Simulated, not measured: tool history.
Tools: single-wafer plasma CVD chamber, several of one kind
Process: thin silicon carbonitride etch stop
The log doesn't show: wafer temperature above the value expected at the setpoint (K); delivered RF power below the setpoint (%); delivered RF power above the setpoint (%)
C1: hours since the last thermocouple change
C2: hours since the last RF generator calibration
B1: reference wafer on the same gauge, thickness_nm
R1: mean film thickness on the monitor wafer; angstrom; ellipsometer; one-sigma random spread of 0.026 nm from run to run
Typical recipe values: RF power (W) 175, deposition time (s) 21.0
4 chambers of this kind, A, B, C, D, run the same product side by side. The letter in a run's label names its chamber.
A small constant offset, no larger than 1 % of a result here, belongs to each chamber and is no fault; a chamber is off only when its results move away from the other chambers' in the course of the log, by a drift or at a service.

Run 1A, day 0.529: usual settings; C1 837.6; C2 931.4; B1 13.802. Result: R1 114.750 angstrom.
Run 2B, day 1.100: usual settings; C1 505.7; C2 896.6; B1 13.802. Result: R1 114.290 angstrom.
Run 3C, day 1.408: usual settings; C1 189.7; C2 113.9; B1 13.805. Result: R1 115.380 angstrom.
Run 4D, day 1.700: usual settings; C1 709.1; C2 544.3; B1 13.803. Result: R1 115.680 angstrom.
Run 5C, day 2.221: usual settings; C1 209.2; C2 133.4; B1 13.801. Result: R1 115.360 angstrom.
Run 6B, day 2.504: usual settings but RF power (W) 160, deposition time (s) 18.4; C1 539.4; C2 930.3; B1 13.798. Result: R1 97.452 angstrom.
Run 7A, day 2.904: usual settings but RF power (W) 160, deposition time (s) 18.4; C1 894.6; C2 988.4; B1 13.796. Result: R1 98.005 angstrom.
Run 8D, day 3.421: usual settings but RF power (W) 160, deposition time (s) 18.4; C1 750.4; C2 585.6; B1 13.802. Result: R1 98.510 angstrom.
Run 9A, day 3.942: usual settings but RF power (W) 160, deposition time (s) 18.4; C1 919.5; C2 1013.3; B1 13.804. Result: R1 97.445 angstrom.
Run 10C, day 4.288: usual settings; C1 258.8; C2 183.0; B1 13.802. Result: R1 115.240 angstrom.
Run 11D, day 4.758: usual settings; C1 782.5; C2 617.7; B1 13.801. Result: R1 115.580 angstrom.
Run 12B, day 5.233: usual settings; C1 604.9; C2 995.8; B1 13.798. Result: R1 114.280 angstrom.
Run 13D, day 5.533: usual settings; C1 801.1; C2 636.3; B1 13.798. Result: R1 115.710 angstrom.
Run 14B, day 6.067: usual settings; C1 624.9; C2 1015.8; B1 13.809. Result: R1 114.820 angstrom.
At day 6.392: chamber A: thermocouple changed; heater temperature recalibrated.
Run 15A, day 6.638: usual settings; C1 6.0; C2 1078.0; B1 13.801. Result: R1 115.180 angstrom.
Run 16C, day 7.167: usual settings; C1 327.9; C2 252.1; B1 13.808. Result: R1 115.670 angstrom.
Run 17B, day 7.454: usual settings; C1 658.2; C2 1049.1; B1 13.795. Result: R1 114.620 angstrom.
Run 18C, day 7.738: usual settings but RF power (W) 205, deposition time (s) 24.7; C1 341.6; C2 265.8; B1 13.805. Result: R1 142.190 angstrom.
Run 19D, day 8.329: usual settings but RF power (W) 205, deposition time (s) 24.7; C1 868.2; C2 703.4; B1 13.801. Result: R1 142.170 angstrom.
Run 20A, day 8.846: usual settings but RF power (W) 205, deposition time (s) 24.7; C1 59.0; C2 1131.0; B1 13.796. Result: R1 141.400 angstrom.
Run 21B, day 9.288: usual settings but RF power (W) 205, deposition time (s) 24.7; C1 702.2; C2 1093.1; B1 13.803. Result: R1 140.900 angstrom.
Run 22A, day 9.683: usual settings; C1 79.1; C2 1151.1; B1 13.799. Result: R1 113.560 angstrom.
Run 23D, day 10.008: usual settings; C1 908.5; C2 743.7; B1 13.796. Result: R1 115.740 angstrom.
Run 24C, day 10.375: usual settings; C1 404.9; C2 329.1; B1 13.807. Result: R1 115.280 angstrom.
Run 25B, day 10.842: usual settings; C1 739.5; C2 1130.4; B1 13.800. Result: R1 114.390 angstrom.
Run 26C, day 11.192: usual settings; C1 424.5; C2 348.7; B1 13.795. Result: R1 115.230 angstrom.
Run 27D, day 11.796: usual settings; C1 951.4; C2 786.6; B1 13.804. Result: R1 115.750 angstrom.
Run 28A, day 12.225: usual settings; C1 140.1; C2 1212.1; B1 13.808. Result: R1 113.040 angstrom.
Run 29D, day 12.642: usual settings; C1 971.7; C2 806.9; B1 13.794. Result: R1 116.070 angstrom.
Run 30B, day 13.188: usual settings; C1 795.8; C2 1186.7; B1 13.803. Result: R1 113.960 angstrom.
Run 31A, day 13.575: usual settings; C1 172.5; C2 1244.5; B1 13.795. Result: R1 112.970 angstrom.
Run 32C, day 14.129: usual settings; C1 495.0; C2 419.2; B1 13.801. Result: R1 115.740 angstrom.
Run 33B, day 14.442: usual settings; C1 825.9; C2 1216.8; B1 13.802. Result: R1 114.140 angstrom.
Run 34C, day 14.767: usual settings; C1 510.3; C2 434.5; B1 13.805. Result: R1 115.350 angstrom.
Run 35D, day 15.300: usual settings; C1 1035.5; C2 870.7; B1 13.801. Result: R1 115.680 angstrom.
Run 36A, day 15.658: usual settings; C1 222.5; C2 1294.5; B1 13.802. Result: R1 113.180 angstrom.

Next, all 4 chambers run the settings below, one line each with question marks for the results. What does each chamber give?
Run 37A, day 16.100: usual settings. Result: R1 ?.
Run 37B, day 16.100: usual settings. Result: R1 ?.
Run 37C, day 16.100: usual settings. Result: R1 ?.
Run 37D, day 16.100: usual settings. Result: R1 ?.

run       R1
37A  112.480
37B  113.840
37C  115.240
37D  116.200
